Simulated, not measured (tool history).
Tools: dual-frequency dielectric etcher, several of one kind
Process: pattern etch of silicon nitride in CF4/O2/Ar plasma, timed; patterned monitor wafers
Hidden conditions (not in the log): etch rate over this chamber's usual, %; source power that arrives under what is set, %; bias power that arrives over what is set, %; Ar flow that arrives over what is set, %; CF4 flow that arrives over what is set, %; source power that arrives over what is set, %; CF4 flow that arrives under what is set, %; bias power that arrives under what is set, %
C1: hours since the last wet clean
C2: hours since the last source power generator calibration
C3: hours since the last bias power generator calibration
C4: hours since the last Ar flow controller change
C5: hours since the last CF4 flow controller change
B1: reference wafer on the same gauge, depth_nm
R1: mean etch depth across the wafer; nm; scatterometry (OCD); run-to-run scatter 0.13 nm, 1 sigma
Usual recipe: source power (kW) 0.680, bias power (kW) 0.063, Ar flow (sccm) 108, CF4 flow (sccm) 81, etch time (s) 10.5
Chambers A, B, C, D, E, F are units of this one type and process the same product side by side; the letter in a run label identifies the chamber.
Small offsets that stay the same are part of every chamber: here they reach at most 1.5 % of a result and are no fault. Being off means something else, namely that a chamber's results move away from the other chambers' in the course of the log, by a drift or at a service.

Run 1F, hour 6.6: usual settings; C1 165.1; C2 2971.3; C3 1338.0; C4 4405.7; C5 1910.6; B1 30.107. Result: R1 27.220 nm.
Run 2E, hour 14.0: usual settings; C1 91.3; C2 2253.4; C3 1374.5; C4 1325.3; C5 1867.3; B1 30.102. Result: R1 27.531 nm.
At hour 21.4: chamber F: Ar flow controller replaced.
Run 3A, hour 24.4: usual settings; C1 329.7; C2 1140.8; C3 1389.7; C4 3643.6; C5 415.7; B1 30.058. Result: R1 27.585 nm.
Run 4D, hour 33.1: usual settings; C1 207.3; C2 1126.8; C3 2085.2; C4 3673.2; C5 1349.1; B1 30.072. Result: R1 27.470 nm.
Run 5C, hour 39.4: usual settings; C1 291.6; C2 1225.5; C3 2281.2; C4 2412.1; C5 3579.0; B1 30.086. Result: R1 27.355 nm.
At hour 39.7: chamber E: bias power generator calibrated.
Run 6B, hour 45.0: usual settings; C1 80.8; C2 2445.5; C3 56.0; C4 873.6; C5 268.9; B1 30.096. Result: R1 27.930 nm.
Run 7F, hour 53.5: usual settings but source power (kW) 0.570, Ar flow (sccm) 90; C1 212.0; C2 3018.2; C3 1384.9; C4 32.1; C5 1957.5; B1 30.088. Result: R1 24.038 nm.
Run 8E, hour 58.8: usual settings but source power (kW) 0.570, Ar flow (sccm) 90; C1 136.1; C2 2298.2; C3 19.1; C4 1370.1; C5 1912.1; B1 30.148. Result: R1 24.380 nm.
Run 9A, hour 66.8: usual settings but source power (kW) 0.570, Ar flow (sccm) 90; C1 372.1; C2 1183.2; C3 1432.1; C4 3686.0; C5 458.1; B1 30.066. Result: R1 24.037 nm.
Run 10C, hour 74.8: usual settings but source power (kW) 0.570, Ar flow (sccm) 90; C1 327.0; C2 1260.9; C3 2316.6; C4 2447.5; C5 3614.4; B1 30.131. Result: R1 23.999 nm.
Run 11D, hour 80.0: usual settings but source power (kW) 0.570, Ar flow (sccm) 90; C1 254.2; C2 1173.7; C3 2132.1; C4 3720.1; C5 1396.0; B1 30.064. Result: R1 24.061 nm.
Run 12B, hour 84.7: usual settings but source power (kW) 0.570, Ar flow (sccm) 90; C1 120.5; C2 2485.2; C3 95.7; C4 913.3; C5 308.6; B1 30.104. Result: R1 24.548 nm.
Run 13B, hour 95.0: usual settings; C1 130.8; C2 2495.5; C3 106.0; C4 923.6; C5 318.9; B1 30.110. Result: R1 27.773 nm.
Run 14F, hour 105.5: usual settings but source power (kW) 0.600, etch time (s) 13.0; C1 264.0; C2 3070.2; C3 1436.9; C4 84.1; C5 2009.5; B1 30.123. Result: R1 30.185 nm.
Run 15C, hour 111.7: usual settings but source power (kW) 0.600, etch time (s) 13.0; C1 363.9; C2 1297.8; C3 2353.5; C4 2484.4; C5 3651.3; B1 30.130. Result: R1 30.256 nm.
At hour 121.2: chamber A: wet clean of the chamber.
Run 16D, hour 121.4: usual settings but source power (kW) 0.600, etch time (s) 13.0; C1 295.6; C2 1215.1; C3 2173.5; C4 3761.5; C5 1437.4; B1 30.085. Result: R1 30.577 nm.
Run 17A, hour 127.3: usual settings but source power (kW) 0.600, etch time (s) 13.0; C1 6.1; C2 1243.7; C3 1492.6; C4 3746.5; C5 518.6; B1 30.108. Result: R1 30.106 nm.
Run 18E, hour 132.5: usual settings but source power (kW) 0.600, etch time (s) 13.0; C1 209.8; C2 2371.9; C3 92.8; C4 1443.8; C5 1985.8; B1 30.094. Result: R1 30.989 nm.
Run 19C, hour 137.6: usual settings but source power (kW) 0.600, etch time (s) 13.0; C1 389.8; C2 1323.7; C3 2379.4; C4 2510.3; C5 3677.2; B1 30.101. Result: R1 30.144 nm.
Run 20A, hour 142.6: usual settings but source power (kW) 0.820, etch time (s) 12.5; C1 21.4; C2 1259.0; C3 1507.9; C4 3761.8; C5 533.9; B1 30.102. Result: R1 38.412 nm.
Run 21E, hour 151.1: usual settings but source power (kW) 0.820, etch time (s) 12.5; C1 228.4; C2 2390.5; C3 111.4; C4 1462.4; C5 2004.4; B1 30.076. Result: R1 38.653 nm.
Run 22B, hour 156.4: usual settings but source power (kW) 0.820, etch time (s) 12.5; C1 192.2; C2 2556.9; C3 167.4; C4 985.0; C5 380.3; B1 30.093. Result: R1 38.836 nm.
At hour 163.7: chamber C: bias power generator calibrated.
Run 23D, hour 164.2: usual settings but source power (kW) 0.820, etch time (s) 12.5; C1 338.4; C2 1257.9; C3 2216.3; C4 3804.3; C5 1480.2; B1 30.147. Result: R1 38.610 nm.
Run 24F, hour 173.6: usual settings but source power (kW) 0.820, etch time (s) 12.5; C1 332.1; C2 3138.3; C3 1505.0; C4 152.2; C5 2077.6; B1 30.036. Result: R1 38.564 nm.
Run 25F, hour 181.1: usual settings but source power (kW) 0.820, etch time (s) 12.5; C1 339.6; C2 3145.8; C3 1512.5; C4 159.7; C5 2085.1; B1 30.113. Result: R1 38.108 nm.
Run 26A, hour 188.5: usual settings; C1 67.3; C2 1304.9; C3 1553.8; C4 3807.7; C5 579.8; B1 30.103. Result: R1 27.251 nm.
Run 27C, hour 193.5: usual settings; C1 445.7; C2 1379.6; C3 29.9; C4 2566.2; C5 3733.1; B1 30.095. Result: R1 27.302 nm.
Run 28E, hour 201.5: usual settings; C1 278.8; C2 2440.9; C3 161.8; C4 1512.8; C5 2054.8; B1 30.076. Result: R1 27.677 nm.
At hour 206.9: chamber F: wet clean of the chamber.
Run 29B, hour 211.2: usual settings; C1 247.0; C2 2611.7; C3 222.2; C4 1039.8; C5 435.1; B1 30.097. Result: R1 27.753 nm.
Run 30D, hour 218.3: usual settings; C1 392.5; C2 1312.0; C3 2270.4; C4 3858.4; C5 1534.3; B1 30.095. Result: R1 27.307 nm.
Run 31C, hour 228.3: usual settings; C1 480.5; C2 1414.4; C3 64.7; C4 2601.0; C5 3767.9; B1 30.053. Result: R1 27.290 nm.
Run 32B, hour 238.3: usual settings; C1 274.1; C2 2638.8; C3 249.3; C4 1066.9; C5 462.2; B1 30.060. Result: R1 27.897 nm.
Run 33D, hour 248.3: usual settings; C1 422.5; C2 1342.0; C3 2300.4; C4 3888.4; C5 1564.3; B1 30.120. Result: R1 27.298 nm.
Run 34F, hour 253.3: usual settings; C1 46.4; C2 3218.0; C3 1584.7; C4 231.9; C5 2157.3; B1 30.138. Result: R1 27.347 nm.
Run 35E, hour 261.7: usual settings; C1 339.0; C2 2501.1; C3 222.0; C4 1573.0; C5 2115.0; B1 30.113. Result: R1 27.628 nm.
Run 36A, hour 271.3: usual settings; C1 150.1; C2 1387.7; C3 1636.6; C4 3890.5; C5 662.6; B1 30.103. Result: R1 27.348 nm.
Run 37F, hour 276.1: usual settings but source power (kW) 0.540; C1 69.2; C2 3240.8; C3 1607.5; C4 254.7; C5 2180.1; B1 30.088. Result: R1 22.367 nm.
Run 38C, hour 282.2: usual settings but source power (kW) 0.540; C1 534.4; C2 1468.3; C3 118.6; C4 2654.9; C5 3821.8; B1 30.143. Result: R1 22.412 nm.
Run 39D, hour 289.2: usual settings but source power (kW) 0.540; C1 463.4; C2 1382.9; C3 2341.3; C4 3929.3; C5 1605.2; B1 30.107. Result: R1 22.280 nm.
Run 40A, hour 293.9: usual settings but source power (kW) 0.540; C1 172.7; C2 1410.3; C3 1659.2; C4 3913.1; C5 685.2; B1 30.069. Result: R1 22.488 nm.
Run 41E, hour 298.8: usual settings but source power (kW) 0.540; C1 376.1; C2 2538.2; C3 259.1; C4 1610.1; C5 2152.1; B1 30.088. Result: R1 22.719 nm.
Run 42B, hour 308.8: usual settings but source power (kW) 0.540; C1 344.6; C2 2709.3; C3 319.8; C4 1137.4; C5 532.7; B1 30.075. Result: R1 22.878 nm.

Does one chamber stand apart from the rest, does the shared gauge drift, or is all well apart from small per-chamber offsets? Give the chamber and the most likely cause, where there is one.

Beyond each chamber's small constant offset nothing stands out, and the gauge stays steady.
